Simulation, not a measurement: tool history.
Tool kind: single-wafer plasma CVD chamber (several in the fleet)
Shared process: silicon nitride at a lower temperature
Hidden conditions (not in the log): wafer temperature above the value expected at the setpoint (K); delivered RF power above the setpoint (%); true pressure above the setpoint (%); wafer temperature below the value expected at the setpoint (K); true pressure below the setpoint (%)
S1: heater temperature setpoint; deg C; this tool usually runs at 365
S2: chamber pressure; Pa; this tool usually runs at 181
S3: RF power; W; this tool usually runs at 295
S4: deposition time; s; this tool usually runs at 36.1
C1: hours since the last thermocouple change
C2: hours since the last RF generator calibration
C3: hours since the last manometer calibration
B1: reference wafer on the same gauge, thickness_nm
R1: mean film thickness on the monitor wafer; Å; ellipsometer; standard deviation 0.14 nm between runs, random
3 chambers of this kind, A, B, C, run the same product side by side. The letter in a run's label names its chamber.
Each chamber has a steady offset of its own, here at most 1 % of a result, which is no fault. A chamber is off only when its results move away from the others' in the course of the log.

| run | hour | S1 | S2 | S3 | S4 | C1 | C2 | C3 | B1 | R1 |
|---|---|---|---|---|---|---|---|---|---|---|
| 1A | 4.6 | 365 | 181 | 295 | 36.1 | 976.0 | 502.6 | 1514.8 | 42.002 | 399.40 |
| 2B | 10.5 | 365 | 181 | 295 | 36.1 | 945.6 | 308.4 | 1093.9 | 42.054 | 395.40 |
| 3C | 15.2 | 365 | 181 | 295 | 36.1 | 74.1 | 948.1 | 1684.5 | 41.981 | 395.72 |
| 4A | 20.6 | 365 | 181 | 295 | 36.1 | 992.0 | 518.6 | 1530.8 | 41.991 | 400.19 |
| 5B | 25.0 | 365 | 181 | 295 | 36.1 | 960.1 | 322.9 | 1108.4 | 42.006 | 398.41 |
| 6C | 28.3 | 365 | 181 | 315 | 36.1 | 87.2 | 961.2 | 1697.6 | 41.989 | 413.97 |
| 7A | 33.0 | 365 | 181 | 315 | 36.1 | 1004.4 | 531.0 | 1543.2 | 42.000 | 415.96 |
| 8C | 39.3 | 365 | 181 | 315 | 36.1 | 98.2 | 972.2 | 1708.6 | 42.029 | 414.02 |
| 9B | 43.2 | 365 | 181 | 295 | 36.1 | 978.3 | 341.1 | 1126.6 | 41.983 | 397.96 |
| 10A | 47.5 | 365 | 181 | 295 | 36.1 | 1018.9 | 545.5 | 1557.7 | 41.976 | 397.00 |
| 11C | 52.0 | 365 | 181 | 295 | 36.1 | 110.9 | 984.9 | 1721.3 | 42.018 | 396.16 |
| 12B | 56.5 | 365 | 181 | 295 | 36.1 | 991.6 | 354.4 | 1139.9 | 42.051 | 396.32 |
| 13B | 61.2 | 365 | 181 | 295 | 36.1 | 996.3 | 359.1 | 1144.6 | 41.994 | 397.68 |
| 14C | 64.3 | 365 | 181 | 295 | 36.1 | 123.2 | 997.2 | 1733.6 | 41.972 | 396.65 |
| 15A | 68.4 | 365 | 216 | 295 | 29.6 | 1039.8 | 566.4 | 1578.6 | 41.975 | 343.90 |
| 16C | 72.0 | 365 | 216 | 295 | 29.6 | 130.9 | 1004.9 | 1741.3 | 42.030 | 341.73 |
| 17A | 77.3 | 365 | 216 | 295 | 29.6 | 1048.7 | 575.3 | 1587.5 | 41.987 | 344.05 |
| 18B | 82.2 | 365 | 181 | 295 | 36.1 | 1017.3 | 380.1 | 1165.6 | 41.996 | 397.70 |
| 19B | 86.3 | 365 | 181 | 295 | 36.1 | 1021.4 | 384.2 | 1169.7 | 41.998 | 397.98 |
| 20A | 91.2 | 365 | 181 | 295 | 36.1 | 1062.6 | 589.2 | 1601.4 | 42.023 | 396.05 |
| 21C | 95.3 | 365 | 181 | 295 | 36.1 | 154.2 | 1028.2 | 1764.6 | 41.981 | 394.97 |
| 22B | 98.8 | 365 | 181 | 295 | 36.1 | 1033.9 | 396.7 | 1182.2 | 41.994 | 398.28 |
| 23A | 105.1 | 365 | 181 | 295 | 36.1 | 1076.5 | 603.1 | 1615.3 | 41.985 | 396.77 |
| 24C | 108.9 | 365 | 181 | 295 | 36.1 | 167.8 | 1041.8 | 1778.2 | 41.984 | 394.21 |
| 25B | 112.7 | 365 | 181 | 295 | 36.1 | 1047.8 | 410.6 | 1196.1 | 41.979 | 393.60 |
| 26C | 118.8 | 365 | 181 | 295 | 36.1 | 177.7 | 1051.7 | 1788.1 | 41.989 | 398.68 |
| 27A | 124.9 | 365 | 181 | 295 | 36.1 | 1096.3 | 622.9 | 1635.1 | 42.006 | 397.35 |
| 28A | 127.7 | 365 | 139 | 295 | 42.6 | 1099.1 | 625.7 | 1637.9 | 42.021 | 436.22 |
| 29C | 131.1 | 365 | 139 | 295 | 42.6 | 190.0 | 1064.0 | 1800.4 | 42.041 | 427.87 |
| 30B | 136.2 | 365 | 139 | 295 | 42.6 | 1071.3 | 434.1 | 1219.6 | 41.996 | 431.22 |

Next, every chamber runs the same settings. What will each give?
| 31A | 140.7 | 365 | 181 | 295 | 36.1 |  |  |  |  | ? |
| 31B | 140.7 | 365 | 181 | 295 | 36.1 |  |  |  |  | ? |
| 31C | 140.7 | 365 | 181 | 295 | 36.1 |  |  |  |  | ? |

| run | R1 |
|---|---|
| 31A | 399.07 |
| 31B | 400.00 |
| 31C | 392.79 |

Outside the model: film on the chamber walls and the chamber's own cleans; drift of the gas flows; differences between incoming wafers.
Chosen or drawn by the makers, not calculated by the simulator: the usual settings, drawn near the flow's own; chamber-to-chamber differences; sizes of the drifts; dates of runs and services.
